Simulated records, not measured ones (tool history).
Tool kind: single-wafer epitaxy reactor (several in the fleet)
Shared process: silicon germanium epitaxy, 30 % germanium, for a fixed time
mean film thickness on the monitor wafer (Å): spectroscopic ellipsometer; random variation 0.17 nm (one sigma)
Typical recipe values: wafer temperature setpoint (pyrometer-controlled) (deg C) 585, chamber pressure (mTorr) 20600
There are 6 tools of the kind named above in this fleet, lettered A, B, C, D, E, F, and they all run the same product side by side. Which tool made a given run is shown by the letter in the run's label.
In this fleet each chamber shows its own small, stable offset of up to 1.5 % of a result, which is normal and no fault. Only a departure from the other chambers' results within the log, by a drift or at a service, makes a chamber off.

run,day,wafer temperature setpoint (pyrometer-controlled) (deg C),chamber pressure (mTorr),hours since the last pyrometer calibration,hours since the last manometer calibration,"read-back reference wafer on the same gauge, thickness_nm",mean film thickness on the monitor wafer (Å)
1B,0.388,585,20600,1087,650.7,52.033,456.97
2C,1.029,585,20600,1329.3,1891,51.961,451.37
3A,1.479,585,20600,348.1,1394.4,52.001,454.31
4F,1.954,585,20600,1162.3,688.3,52.011,453.77
5E,2.462,585,20600,639.3,1198.7,52.001,454.66
6D,2.875,585,20600,703.3,107,52.032,447.67
7D,3.471,585,20600,717.6,121.3,52.021,445.86
8C,3.825,570,16400,1396.4,1958.1,51.92,306.58
9E,4.333,570,16400,684.2,1243.6,52.041,308.2
10F,4.858,570,16400,1232,758,52.041,307.61
11B,5.158,570,16400,1201.5,765.2,51.942,313.42
12A,5.533,570,16400,445.4,1491.7,51.997,313.85
13A,6.046,570,16400,457.7,1504,51.993,312.31
# day 6.175: chamber C: pyrometer calibrated
14D,6.554,585,20600,791.6,195.3,52.015,447.82
15B,6.904,585,20600,1243.4,807.1,51.97,458.24
16F,7.321,585,20600,1291.1,817.1,51.995,452.64
17E,7.704,585,20600,765.1,1324.5,51.93,457.5
18C,8.021,585,20600,44.4,2058.8,52.01,432.76
19F,8.325,585,20600,1315.2,841.2,51.959,448.04
20E,8.65,585,20600,787.8,1347.2,51.999,455.56
21C,9.258,585,20600,74.1,2088.5,52.024,431.47
22D,9.867,585,20600,871.1,274.8,51.98,447.58
23B,10.242,585,20600,1323.5,887.2,52.007,458.75
24A,10.729,585,20600,570.1,1616.4,52.027,457.08
25A,11.175,592,23700,580.8,1627.1,51.986,551.54
26F,11.567,592,23700,1393,919,51.983,547.23
# day 11.879: chamber B: pyrometer calibrated
27B,12.071,592,23700,4.7,931.1,51.992,551.91
28E,12.408,592,23700,878,1437.4,51.983,546.09
29D,13.067,592,23700,947.9,351.6,52,536.59
30C,13.425,592,23700,174.1,2188.5,51.962,521
31B,13.908,576,18600,48.8,975.2,52.034,369.71
32C,14.367,576,18600,196.7,2211.1,52.003,346.2
33E,14.746,576,18600,934.1,1493.5,51.995,365.28
34F,15.038,576,18600,1476.3,1002.3,52.016,363.23
35D,15.533,576,18600,1007.1,410.8,52.028,358.71
# day 15.783: chamber E: capacitance manometer re-zeroed and calibrated
36A,16.008,576,18600,696.8,1743.1,52.048,370.54
37A,16.662,585,20600,712.5,1758.8,52.04,452.9
38B,17,585,20600,123,1049.4,51.983,457.43
39D,17.35,585,20600,1050.7,454.4,52.017,444.32
40E,17.733,585,20600,1005.8,46.9,52.015,451.73
41F,18.338,574,22800,1555.5,1081.5,52.043,379.2
42C,18.829,574,22800,303.8,2318.2,52.011,361.8
43A,19.167,574,22800,772.6,1818.9,52.045,385.96
44B,19.492,574,22800,182.8,1109.2,51.978,388.01

For the next run the whole fleet of 6 chambers uses the same settings. Give each chamber's results:
45A,19.962,585,20600,,,,?
45B,19.962,585,20600,,,,?
45C,19.962,585,20600,,,,?
45D,19.962,585,20600,,,,?
45E,19.962,585,20600,,,,?
45F,19.962,585,20600,,,,?

run,mean film thickness on the monitor wafer (Å)
45A,456.49
45B,455.92
45C,432.72
45D,447.02
45E,454.45
45F,449.8

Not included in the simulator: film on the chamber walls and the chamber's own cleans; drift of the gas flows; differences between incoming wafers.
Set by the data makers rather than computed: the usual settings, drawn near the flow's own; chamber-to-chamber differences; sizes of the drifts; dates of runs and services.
